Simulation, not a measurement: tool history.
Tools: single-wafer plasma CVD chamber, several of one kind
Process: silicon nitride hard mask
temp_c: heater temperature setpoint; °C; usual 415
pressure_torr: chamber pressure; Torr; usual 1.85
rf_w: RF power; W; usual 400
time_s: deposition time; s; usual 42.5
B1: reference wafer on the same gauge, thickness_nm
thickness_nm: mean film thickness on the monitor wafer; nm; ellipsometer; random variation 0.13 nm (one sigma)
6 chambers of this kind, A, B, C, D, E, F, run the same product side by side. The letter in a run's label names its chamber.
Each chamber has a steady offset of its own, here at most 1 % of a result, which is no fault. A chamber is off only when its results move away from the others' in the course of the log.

run 1D day=0.508 | temp_c=415 pressure_torr=1.85 rf_w=400 time_s=42.5 | B1=69.62 | thickness_nm=60.694
run 2C day=0.967 | temp_c=415 pressure_torr=1.85 rf_w=400 time_s=42.5 | B1=69.559 | thickness_nm=60.824
run 3B day=1.208 | temp_c=415 pressure_torr=1.85 rf_w=400 time_s=42.5 | B1=69.648 | thickness_nm=60.784
run 4E day=1.462 | temp_c=415 pressure_torr=1.85 rf_w=400 time_s=42.5 | B1=69.592 | thickness_nm=61.246
run 5A day=1.75 | temp_c=415 pressure_torr=1.85 rf_w=400 time_s=42.5 | B1=69.616 | thickness_nm=60.629
run 6F day=2.262 | temp_c=415 pressure_torr=1.85 rf_w=400 time_s=42.5 | B1=69.595 | thickness_nm=60.927
run 7C day=2.646 | temp_c=415 pressure_torr=1.85 rf_w=400 time_s=42.5 | B1=69.613 | thickness_nm=61.238
run 8E day=2.896 | temp_c=415 pressure_torr=1.85 rf_w=400 time_s=42.5 | B1=69.613 | thickness_nm=61.615
run 9A day=3.262 | temp_c=415 pressure_torr=1.85 rf_w=400 time_s=42.5 | B1=69.559 | thickness_nm=60.335
run 10D day=3.708 | temp_c=415 pressure_torr=1.85 rf_w=400 time_s=42.5 | B1=69.62 | thickness_nm=60.722
run 11F day=4.1 | temp_c=415 pressure_torr=1.85 rf_w=400 time_s=42.5 | B1=69.593 | thickness_nm=60.768
run 12B day=4.612 | temp_c=415 pressure_torr=1.85 rf_w=400 time_s=42.5 | B1=69.588 | thickness_nm=60.442
run 13F day=5.042 | temp_c=415 pressure_torr=2.05 rf_w=400 time_s=38.4 | B1=69.595 | thickness_nm=56.639
run 14D day=5.367 | temp_c=415 pressure_torr=2.05 rf_w=400 time_s=38.4 | B1=69.611 | thickness_nm=56.465
run 15E day=5.862 | temp_c=415 pressure_torr=2.05 rf_w=400 time_s=38.4 | B1=69.592 | thickness_nm=56.966
run 16A day=6.204 | temp_c=415 pressure_torr=2.05 rf_w=400 time_s=38.4 | B1=69.589 | thickness_nm=56.121
run 17C day=6.688 | temp_c=415 pressure_torr=2.05 rf_w=400 time_s=38.4 | B1=69.614 | thickness_nm=56.968
-- day=6.775 chamber E: thermocouple changed; heater temperature recalibrated
run 18B day=7.221 | temp_c=415 pressure_torr=2.05 rf_w=400 time_s=38.4 | B1=69.604 | thickness_nm=55.962
run 19A day=7.462 | temp_c=415 pressure_torr=1.85 rf_w=400 time_s=42.5 | B1=69.57 | thickness_nm=60.21
run 20F day=7.879 | temp_c=415 pressure_torr=1.85 rf_w=400 time_s=42.5 | B1=69.632 | thickness_nm=60.935
run 21E day=8.254 | temp_c=415 pressure_torr=1.85 rf_w=400 time_s=42.5 | B1=69.598 | thickness_nm=61.567
run 22D day=8.5 | temp_c=415 pressure_torr=1.85 rf_w=400 time_s=42.5 | B1=69.609 | thickness_nm=60.678
run 23B day=8.829 | temp_c=415 pressure_torr=1.85 rf_w=400 time_s=42.5 | B1=69.596 | thickness_nm=59.715
run 24C day=9.392 | temp_c=415 pressure_torr=1.85 rf_w=400 time_s=42.5 | B1=69.606 | thickness_nm=61.373
run 25E day=9.767 | temp_c=415 pressure_torr=1.85 rf_w=400 time_s=42.5 | B1=69.558 | thickness_nm=61.248
run 26A day=10.167 | temp_c=415 pressure_torr=1.85 rf_w=400 time_s=42.5 | B1=69.626 | thickness_nm=60.344
run 27D day=10.588 | temp_c=415 pressure_torr=1.85 rf_w=400 time_s=42.5 | B1=69.635 | thickness_nm=60.579
run 28F day=11.071 | temp_c=415 pressure_torr=1.85 rf_w=400 time_s=42.5 | B1=69.596 | thickness_nm=60.823
run 29B day=11.554 | temp_c=415 pressure_torr=1.85 rf_w=400 time_s=42.5 | B1=69.595 | thickness_nm=59.925
run 30C day=11.812 | temp_c=424 pressure_torr=1.85 rf_w=400 time_s=42.5 | B1=69.622 | thickness_nm=60.814
run 31E day=12.312 | temp_c=424 pressure_torr=1.85 rf_w=400 time_s=42.5 | B1=69.563 | thickness_nm=61.089
run 32D day=12.771 | temp_c=424 pressure_torr=1.85 rf_w=400 time_s=42.5 | B1=69.627 | thickness_nm=60.693
run 33F day=13.046 | temp_c=424 pressure_torr=1.85 rf_w=400 time_s=42.5 | B1=69.614 | thickness_nm=60.456
run 34A day=13.346 | temp_c=424 pressure_torr=1.85 rf_w=400 time_s=42.5 | B1=69.594 | thickness_nm=60.027
run 35C day=13.662 | temp_c=424 pressure_torr=1.85 rf_w=400 time_s=42.5 | B1=69.585 | thickness_nm=60.927
run 36B day=14.162 | temp_c=415 pressure_torr=1.85 rf_w=400 time_s=42.5 | B1=69.555 | thickness_nm=59.603
run 37F day=14.488 | temp_c=415 pressure_torr=1.85 rf_w=400 time_s=42.5 | B1=69.616 | thickness_nm=60.813
run 38A day=15.004 | temp_c=415 pressure_torr=1.85 rf_w=400 time_s=42.5 | B1=69.608 | thickness_nm=60.311
run 39C day=15.358 | temp_c=415 pressure_torr=1.85 rf_w=400 time_s=42.5 | B1=69.657 | thickness_nm=61.058

What goes on in this fleet: one chamber off, a drifting gauge, or nothing beyond the chambers' own small offsets? Name the chamber and the cause, if any.

Chamber B drifts away from the others.
Cause: true pressure below the setpoint (%) = 7.29.
The log may not tell that from: delivered RF power below the setpoint (%).

Here are 4 candidates for chamber B's next run, each the usual settings with a change, their results left as question marks. Which one brings its results back in line with what the others give on the usual settings?
In line means no further than this from the other chambers' mean on the usual settings: thickness_nm 0.49 nm
run 40B-1 day=15.758 | temp_c=415 pressure_torr=1.85 rf_w=395 time_s=41.2 | thickness_nm=?
run 40B-2 day=15.758 | temp_c=415 pressure_torr=1.85 rf_w=400 time_s=44.2 | thickness_nm=?
run 40B-3 day=15.758 | temp_c=415 pressure_torr=1.86 rf_w=405 time_s=43.2 | thickness_nm=?
run 40B-4 day=15.758 | temp_c=415 pressure_torr=1.85 rf_w=395 time_s=41.7 | thickness_nm=?

The other chambers' mean on the usual settings: thickness_nm 60.876 nm
run=40B-1 thickness_nm=57.085
run=40B-2 thickness_nm=61.689
run=40B-3 thickness_nm=60.833
run=40B-4 thickness_nm=57.776
40B-3 brings the chamber back in line.

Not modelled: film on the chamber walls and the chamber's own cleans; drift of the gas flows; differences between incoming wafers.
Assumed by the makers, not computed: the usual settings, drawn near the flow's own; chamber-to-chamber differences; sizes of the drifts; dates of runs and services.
